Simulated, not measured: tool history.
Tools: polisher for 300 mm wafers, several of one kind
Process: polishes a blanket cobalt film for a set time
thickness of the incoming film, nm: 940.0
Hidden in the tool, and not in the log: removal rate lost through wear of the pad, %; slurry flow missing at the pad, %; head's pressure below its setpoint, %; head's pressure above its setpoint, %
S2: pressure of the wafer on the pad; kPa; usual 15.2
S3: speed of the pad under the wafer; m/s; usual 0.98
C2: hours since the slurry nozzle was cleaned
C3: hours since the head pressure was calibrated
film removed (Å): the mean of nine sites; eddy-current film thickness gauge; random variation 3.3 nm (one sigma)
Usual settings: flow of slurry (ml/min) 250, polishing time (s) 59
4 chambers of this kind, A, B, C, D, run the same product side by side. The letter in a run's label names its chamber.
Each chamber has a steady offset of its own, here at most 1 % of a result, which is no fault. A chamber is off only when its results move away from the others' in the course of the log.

Run 1A, hour 3.0: usual settings; wafers polished on this pad 620; C2 244.3; C3 85.4. Result: film removed (Å) 3481.6.
Run 2B, hour 8.1: usual settings; wafers polished on this pad 894; C2 147.2; C3 240.1. Result: film removed (Å) 3540.7.
Run 3D, hour 10.5: usual settings; wafers polished on this pad 939; C2 292.6; C3 575.3. Result: film removed (Å) 3488.6.
At hour 12.7: chamber D: head pressure recalibrated.
Run 4C, hour 14.1: usual settings; wafers polished on this pad 287; C2 246.1; C3 280.2. Result: film removed (Å) 3550.5.
At hour 16.0: chamber A: worn pad replaced by a new one.
Run 5A, hour 18.6: usual settings; wafers polished on this pad 18; C2 259.9; C3 101.0. Result: film removed (Å) 3486.0.
Run 6C, hour 21.5: usual settings; wafers polished on this pad 339; C2 253.5; C3 287.6. Result: film removed (Å) 3523.5.
Run 7D, hour 26.1: usual settings; wafers polished on this pad 1047; C2 308.2; C3 13.4. Result: film removed (Å) 3523.9.
At hour 26.9: chamber B: worn pad replaced by a new one.
Run 8B, hour 29.4: usual settings but S2 20.0 kPa, polishing time (s) 75; wafers polished on this pad 18; C2 168.5; C3 261.4. Result: film removed (Å) 5920.9.
Run 9A, hour 31.7: usual settings but S2 20.0 kPa, polishing time (s) 75; wafers polished on this pad 109; C2 273.0; C3 114.1. Result: film removed (Å) 5841.6.
Run 10D, hour 35.5: usual settings but S2 20.0 kPa, polishing time (s) 75; wafers polished on this pad 1112; C2 317.6; C3 22.8. Result: film removed (Å) 5822.2.
Run 11C, hour 37.9: usual settings but S2 20.0 kPa, polishing time (s) 75; wafers polished on this pad 452; C2 269.9; C3 304.0. Result: film removed (Å) 5879.6.
Run 12B, hour 40.7: usual settings; wafers polished on this pad 96; C2 179.8; C3 272.7. Result: film removed (Å) 3608.7.
Run 13A, hour 44.0: usual settings; wafers polished on this pad 194; C2 285.3; C3 126.4. Result: film removed (Å) 3452.5.
Run 14C, hour 47.8: usual settings but polishing time (s) 66; wafers polished on this pad 521; C2 279.8; C3 313.9. Result: film removed (Å) 3912.8.
At hour 50.2: chamber D: worn pad replaced by a new one.
Run 15D, hour 50.5: usual settings but polishing time (s) 66; wafers polished on this pad 2; C2 332.6; C3 37.8. Result: film removed (Å) 3985.6.
Run 16B, hour 52.9: usual settings but polishing time (s) 66; wafers polished on this pad 181; C2 192.0; C3 284.9. Result: film removed (Å) 4049.5.
Run 17A, hour 55.5: usual settings but polishing time (s) 66; wafers polished on this pad 274; C2 296.8; C3 137.9. Result: film removed (Å) 3875.2.
Run 18C, hour 59.7: usual settings; wafers polished on this pad 604; C2 291.7; C3 325.8. Result: film removed (Å) 3530.3.
Run 19B, hour 62.5: usual settings; wafers polished on this pad 247; C2 201.6; C3 294.5. Result: film removed (Å) 3616.7.
Run 20D, hour 67.7: usual settings; wafers polished on this pad 121; C2 349.8; C3 55.0. Result: film removed (Å) 3431.1.
Run 21B, hour 69.9: usual settings; wafers polished on this pad 298; C2 209.0; C3 301.9. Result: film removed (Å) 3664.9.
Run 22C, hour 72.5: usual settings; wafers polished on this pad 692; C2 304.5; C3 338.6. Result: film removed (Å) 3503.8.
Run 23D, hour 75.8: usual settings; wafers polished on this pad 177; C2 357.9; C3 63.1. Result: film removed (Å) 3480.0.
Run 24A, hour 79.2: usual settings but flow of slurry (ml/min) 280, S3 1.18 m/s; wafers polished on this pad 439; C2 320.5; C3 161.6. Result: film removed (Å) 4193.3.
Run 25D, hour 82.8: usual settings but flow of slurry (ml/min) 280, S3 1.18 m/s; wafers polished on this pad 226; C2 364.9; C3 70.1. Result: film removed (Å) 4255.6.
Run 26B, hour 86.4: usual settings but flow of slurry (ml/min) 280, S3 1.18 m/s; wafers polished on this pad 413; C2 225.5; C3 318.4. Result: film removed (Å) 4431.8.
Run 27C, hour 88.9: usual settings but flow of slurry (ml/min) 280, S3 1.18 m/s; wafers polished on this pad 806; C2 320.9; C3 355.0. Result: film removed (Å) 4331.2.
Run 28A, hour 93.2: usual settings; wafers polished on this pad 536; C2 334.5; C3 175.6. Result: film removed (Å) 3438.3.
Run 29C, hour 96.3: usual settings but flow of slurry (ml/min) 285, S2 11.0 kPa; wafers polished on this pad 857; C2 328.3; C3 362.4. Result: film removed (Å) 2569.2.
At hour 101.2: chamber C: worn pad replaced by a new one.
Run 30B, hour 101.3: usual settings but flow of slurry (ml/min) 285, S2 11.0 kPa; wafers polished on this pad 516; C2 240.4; C3 333.3. Result: film removed (Å) 2704.5.
Run 31A, hour 105.6: usual settings but flow of slurry (ml/min) 285, S2 11.0 kPa; wafers polished on this pad 622; C2 346.9; C3 188.0. Result: film removed (Å) 2576.6.
Run 32D, hour 109.1: usual settings but flow of slurry (ml/min) 285, S2 11.0 kPa; wafers polished on this pad 408; C2 391.2; C3 96.4. Result: film removed (Å) 2572.3.
Run 33C, hour 112.8: usual settings but polishing time (s) 49; wafers polished on this pad 80; C2 344.8; C3 378.9. Result: film removed (Å) 2919.9.
Run 34A, hour 116.2: usual settings but polishing time (s) 49; wafers polished on this pad 695; C2 357.5; C3 198.6. Result: film removed (Å) 2907.1.
At hour 117.5: chamber A: worn pad replaced by a new one.
Run 35D, hour 119.0: usual settings but polishing time (s) 49; wafers polished on this pad 477; C2 401.1; C3 106.3. Result: film removed (Å) 2902.7.
Run 36B, hour 122.7: usual settings but polishing time (s) 49; wafers polished on this pad 665; C2 261.8; C3 354.7. Result: film removed (Å) 3131.3.
Run 37A, hour 127.5: usual settings; wafers polished on this pad 69; C2 368.8; C3 209.9. Result: film removed (Å) 3468.6.
Run 38D, hour 130.3: usual settings; wafers polished on this pad 555; C2 412.4; C3 117.6. Result: film removed (Å) 3448.0.
Run 39C, hour 135.1: usual settings; wafers polished on this pad 235; C2 367.1; C3 401.2. Result: film removed (Å) 3509.9.
Run 40B, hour 139.8: usual settings; wafers polished on this pad 783; C2 278.9; C3 371.8. Result: film removed (Å) 3818.0.
Run 41B, hour 144.5: usual settings; wafers polished on this pad 816; C2 283.6; C3 376.5. Result: film removed (Å) 3804.6.
Run 42D, hour 148.2: usual settings; wafers polished on this pad 679; C2 430.3; C3 135.5. Result: film removed (Å) 3589.1.
Run 43A, hour 152.4: usual settings; wafers polished on this pad 242; C2 393.7; C3 234.8. Result: film removed (Å) 3497.7.
Run 44C, hour 154.8: usual settings; wafers polished on this pad 371; C2 386.8; C3 420.9. Result: film removed (Å) 3540.3.

All 4 chambers run these settings next. Forecast each chamber's results:
Run 45A, hour 158.5: usual settings. Result: film removed (Å) ?.
Run 45B, hour 158.5: usual settings. Result: film removed (Å) ?.
Run 45C, hour 158.5: usual settings. Result: film removed (Å) ?.
Run 45D, hour 158.5: usual settings. Result: film removed (Å) ?.

run  film removed (Å)
45A            3473.8
45B            3913.0
45C            3474.3
45D            3517.6
